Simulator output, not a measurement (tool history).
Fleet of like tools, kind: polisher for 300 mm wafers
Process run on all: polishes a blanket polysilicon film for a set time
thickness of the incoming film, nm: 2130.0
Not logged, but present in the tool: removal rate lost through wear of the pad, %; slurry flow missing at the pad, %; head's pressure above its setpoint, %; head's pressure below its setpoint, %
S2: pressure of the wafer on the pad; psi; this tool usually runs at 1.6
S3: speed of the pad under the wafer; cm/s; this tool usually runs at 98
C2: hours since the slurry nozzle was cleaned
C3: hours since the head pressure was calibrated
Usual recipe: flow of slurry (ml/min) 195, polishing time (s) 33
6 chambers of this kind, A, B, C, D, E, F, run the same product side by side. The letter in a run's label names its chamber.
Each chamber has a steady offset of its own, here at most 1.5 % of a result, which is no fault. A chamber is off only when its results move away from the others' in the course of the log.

run 1F hour=4.1 | flow_of_slurry_(ml/min)=195 S2=1.6 S3=98 polishing_time_(s)=33 | wafers_polished_on_this_pad=603 C2=126.3 C3=330.5 | film_removed_(Å)=1779.4
run 2D hour=9.2 | flow_of_slurry_(ml/min)=195 S2=1.6 S3=98 polishing_time_(s)=33 | wafers_polished_on_this_pad=830 C2=383.3 C3=208.5 | film_removed_(Å)=1757.4
-- hour=13.7 chamber D: worn pad replaced by a new one
run 3A hour=14.3 | flow_of_slurry_(ml/min)=195 S2=1.6 S3=98 polishing_time_(s)=33 | wafers_polished_on_this_pad=411 C2=409.4 C3=1313.2 | film_removed_(Å)=1747.8
run 4E hour=17.8 | flow_of_slurry_(ml/min)=195 S2=1.6 S3=98 polishing_time_(s)=33 | wafers_polished_on_this_pad=134 C2=566.2 C3=1232.7 | film_removed_(Å)=1740.5
run 5B hour=21.5 | flow_of_slurry_(ml/min)=195 S2=1.6 S3=98 polishing_time_(s)=33 | wafers_polished_on_this_pad=1012 C2=270.1 C3=54.1 | film_removed_(Å)=1706.5
run 6C hour=26.9 | flow_of_slurry_(ml/min)=195 S2=1.6 S3=98 polishing_time_(s)=33 | wafers_polished_on_this_pad=703 C2=47.1 C3=69.4 | film_removed_(Å)=1737.4
run 7D hour=30.1 | flow_of_slurry_(ml/min)=195 S2=1.6 S3=98 polishing_time_(s)=33 | wafers_polished_on_this_pad=123 C2=404.2 C3=229.4 | film_removed_(Å)=1743.0
run 8E hour=35.0 | flow_of_slurry_(ml/min)=195 S2=1.6 S3=98 polishing_time_(s)=33 | wafers_polished_on_this_pad=263 C2=583.4 C3=1249.9 | film_removed_(Å)=1776.0
run 9F hour=40.3 | flow_of_slurry_(ml/min)=195 S2=1.6 S3=98 polishing_time_(s)=33 | wafers_polished_on_this_pad=874 C2=162.5 C3=366.7 | film_removed_(Å)=1784.2
run 10B hour=45.6 | flow_of_slurry_(ml/min)=195 S2=1.6 S3=98 polishing_time_(s)=33 | wafers_polished_on_this_pad=1192 C2=294.2 C3=78.2 | film_removed_(Å)=1726.6
-- hour=49.7 chamber B: worn pad replaced by a new one
-- hour=51.1 chamber B: slurry nozzle cleaned
run 11A hour=51.4 | flow_of_slurry_(ml/min)=195 S2=1.6 S3=98 polishing_time_(s)=33 | wafers_polished_on_this_pad=689 C2=446.5 C3=1350.3 | film_removed_(Å)=1763.9
run 12C hour=57.0 | flow_of_slurry_(ml/min)=195 S2=1.6 S3=98 polishing_time_(s)=33 | wafers_polished_on_this_pad=928 C2=77.2 C3=99.5 | film_removed_(Å)=1756.6
run 13A hour=60.5 | flow_of_slurry_(ml/min)=195 S2=1.6 S3=98 polishing_time_(s)=33 | wafers_polished_on_this_pad=757 C2=455.6 C3=1359.4 | film_removed_(Å)=1750.4
-- hour=63.1 chamber A: worn pad replaced by a new one
-- hour=63.2 chamber C: worn pad replaced by a new one
run 14B hour=64.2 | flow_of_slurry_(ml/min)=255 S2=1.6 S3=110 polishing_time_(s)=33 | wafers_polished_on_this_pad=108 C2=13.1 C3=96.8 | film_removed_(Å)=1973.2
run 15C hour=67.0 | flow_of_slurry_(ml/min)=255 S2=1.6 S3=110 polishing_time_(s)=33 | wafers_polished_on_this_pad=28 C2=87.2 C3=109.5 | film_removed_(Å)=2017.8
-- hour=69.4 chamber F: head pressure recalibrated
run 16E hour=70.5 | flow_of_slurry_(ml/min)=255 S2=1.6 S3=110 polishing_time_(s)=33 | wafers_polished_on_this_pad=529 C2=618.9 C3=1285.4 | film_removed_(Å)=2020.4
run 17D hour=73.4 | flow_of_slurry_(ml/min)=255 S2=1.6 S3=110 polishing_time_(s)=33 | wafers_polished_on_this_pad=447 C2=447.5 C3=272.7 | film_removed_(Å)=2027.6
run 18F hour=76.7 | flow_of_slurry_(ml/min)=255 S2=1.6 S3=110 polishing_time_(s)=33 | wafers_polished_on_this_pad=1147 C2=198.9 C3=7.3 | film_removed_(Å)=2221.5
run 19B hour=82.0 | flow_of_slurry_(ml/min)=255 S2=1.6 S3=110 polishing_time_(s)=33 | wafers_polished_on_this_pad=242 C2=30.9 C3=114.6 | film_removed_(Å)=2020.7
run 20A hour=88.2 | flow_of_slurry_(ml/min)=195 S2=1.6 S3=68 polishing_time_(s)=33 | wafers_polished_on_this_pad=188 C2=483.3 C3=1387.1 | film_removed_(Å)=1214.4
-- hour=89.4 chamber E: head pressure recalibrated
run 21D hour=94.2 | flow_of_slurry_(ml/min)=195 S2=1.6 S3=68 polishing_time_(s)=33 | wafers_polished_on_this_pad=603 C2=468.3 C3=293.5 | film_removed_(Å)=1203.9
run 22F hour=100.3 | flow_of_slurry_(ml/min)=195 S2=1.6 S3=68 polishing_time_(s)=33 | wafers_polished_on_this_pad=1324 C2=222.5 C3=30.9 | film_removed_(Å)=1309.1
-- hour=105.4 chamber A: head pressure recalibrated
run 23C hour=106.2 | flow_of_slurry_(ml/min)=195 S2=1.6 S3=68 polishing_time_(s)=33 | wafers_polished_on_this_pad=322 C2=126.4 C3=148.7 | film_removed_(Å)=1219.8
-- hour=107.7 chamber F: worn pad replaced by a new one
run 24E hour=109.8 | flow_of_slurry_(ml/min)=195 S2=1.6 S3=68 polishing_time_(s)=33 | wafers_polished_on_this_pad=823 C2=658.2 C3=20.4 | film_removed_(Å)=1222.9
run 25D hour=114.4 | flow_of_slurry_(ml/min)=195 S2=1.6 S3=68 polishing_time_(s)=33 | wafers_polished_on_this_pad=755 C2=488.5 C3=313.7 | film_removed_(Å)=1201.0
run 26A hour=117.9 | flow_of_slurry_(ml/min)=195 S2=1.6 S3=98 polishing_time_(s)=33 | wafers_polished_on_this_pad=410 C2=513.0 C3=12.6 | film_removed_(Å)=1724.9
run 27E hour=123.6 | flow_of_slurry_(ml/min)=195 S2=1.6 S3=98 polishing_time_(s)=33 | wafers_polished_on_this_pad=926 C2=672.0 C3=34.2 | film_removed_(Å)=1768.9
run 28B hour=127.9 | flow_of_slurry_(ml/min)=195 S2=1.6 S3=98 polishing_time_(s)=33 | wafers_polished_on_this_pad=586 C2=76.8 C3=160.5 | film_removed_(Å)=1719.4
run 29F hour=131.4 | flow_of_slurry_(ml/min)=195 S2=1.6 S3=98 polishing_time_(s)=33 | wafers_polished_on_this_pad=178 C2=253.6 C3=62.0 | film_removed_(Å)=1885.9
run 30C hour=135.7 | flow_of_slurry_(ml/min)=195 S2=1.2 S3=98 polishing_time_(s)=33 | wafers_polished_on_this_pad=543 C2=155.9 C3=178.2 | film_removed_(Å)=1288.5
-- hour=136.7 chamber D: worn pad replaced by a new one
run 31A hour=139.0 | flow_of_slurry_(ml/min)=195 S2=1.2 S3=98 polishing_time_(s)=33 | wafers_polished_on_this_pad=568 C2=534.1 C3=33.7 | film_removed_(Å)=1304.9
run 32C hour=142.1 | flow_of_slurry_(ml/min)=195 S2=1.2 S3=98 polishing_time_(s)=33 | wafers_polished_on_this_pad=591 C2=162.3 C3=184.6 | film_removed_(Å)=1312.6
run 33D hour=145.0 | flow_of_slurry_(ml/min)=195 S2=1.2 S3=98 polishing_time_(s)=33 | wafers_polished_on_this_pad=62 C2=519.1 C3=344.3 | film_removed_(Å)=1307.0
run 34E hour=151.1 | flow_of_slurry_(ml/min)=195 S2=1.2 S3=98 polishing_time_(s)=33 | wafers_polished_on_this_pad=1132 C2=699.5 C3=61.7 | film_removed_(Å)=1316.6
run 35F hour=154.1 | flow_of_slurry_(ml/min)=195 S2=1.2 S3=98 polishing_time_(s)=33 | wafers_polished_on_this_pad=348 C2=276.3 C3=84.7 | film_removed_(Å)=1416.1
run 36B hour=159.1 | flow_of_slurry_(ml/min)=195 S2=1.6 S3=98 polishing_time_(s)=33 | wafers_polished_on_this_pad=819 C2=108.0 C3=191.7 | film_removed_(Å)=1727.2

Next, every chamber runs the same settings. What will each give?
run 37A hour=163.6 | flow_of_slurry_(ml/min)=195 S2=1.6 S3=98 polishing_time_(s)=33 | film_removed_(Å)=?
run 37B hour=163.6 | flow_of_slurry_(ml/min)=195 S2=1.6 S3=98 polishing_time_(s)=33 | film_removed_(Å)=?
run 37C hour=163.6 | flow_of_slurry_(ml/min)=195 S2=1.6 S3=98 polishing_time_(s)=33 | film_removed_(Å)=?
run 37D hour=163.6 | flow_of_slurry_(ml/min)=195 S2=1.6 S3=98 polishing_time_(s)=33 | film_removed_(Å)=?
run 37E hour=163.6 | flow_of_slurry_(ml/min)=195 S2=1.6 S3=98 polishing_time_(s)=33 | film_removed_(Å)=?
run 37F hour=163.6 | flow_of_slurry_(ml/min)=195 S2=1.6 S3=98 polishing_time_(s)=33 | film_removed_(Å)=?

run=37A film_removed_(Å)=1731.8
run=37B film_removed_(Å)=1712.4
run=37C film_removed_(Å)=1721.5
run=37D film_removed_(Å)=1757.6
run=37E film_removed_(Å)=1747.6
run=37F film_removed_(Å)=1901.7
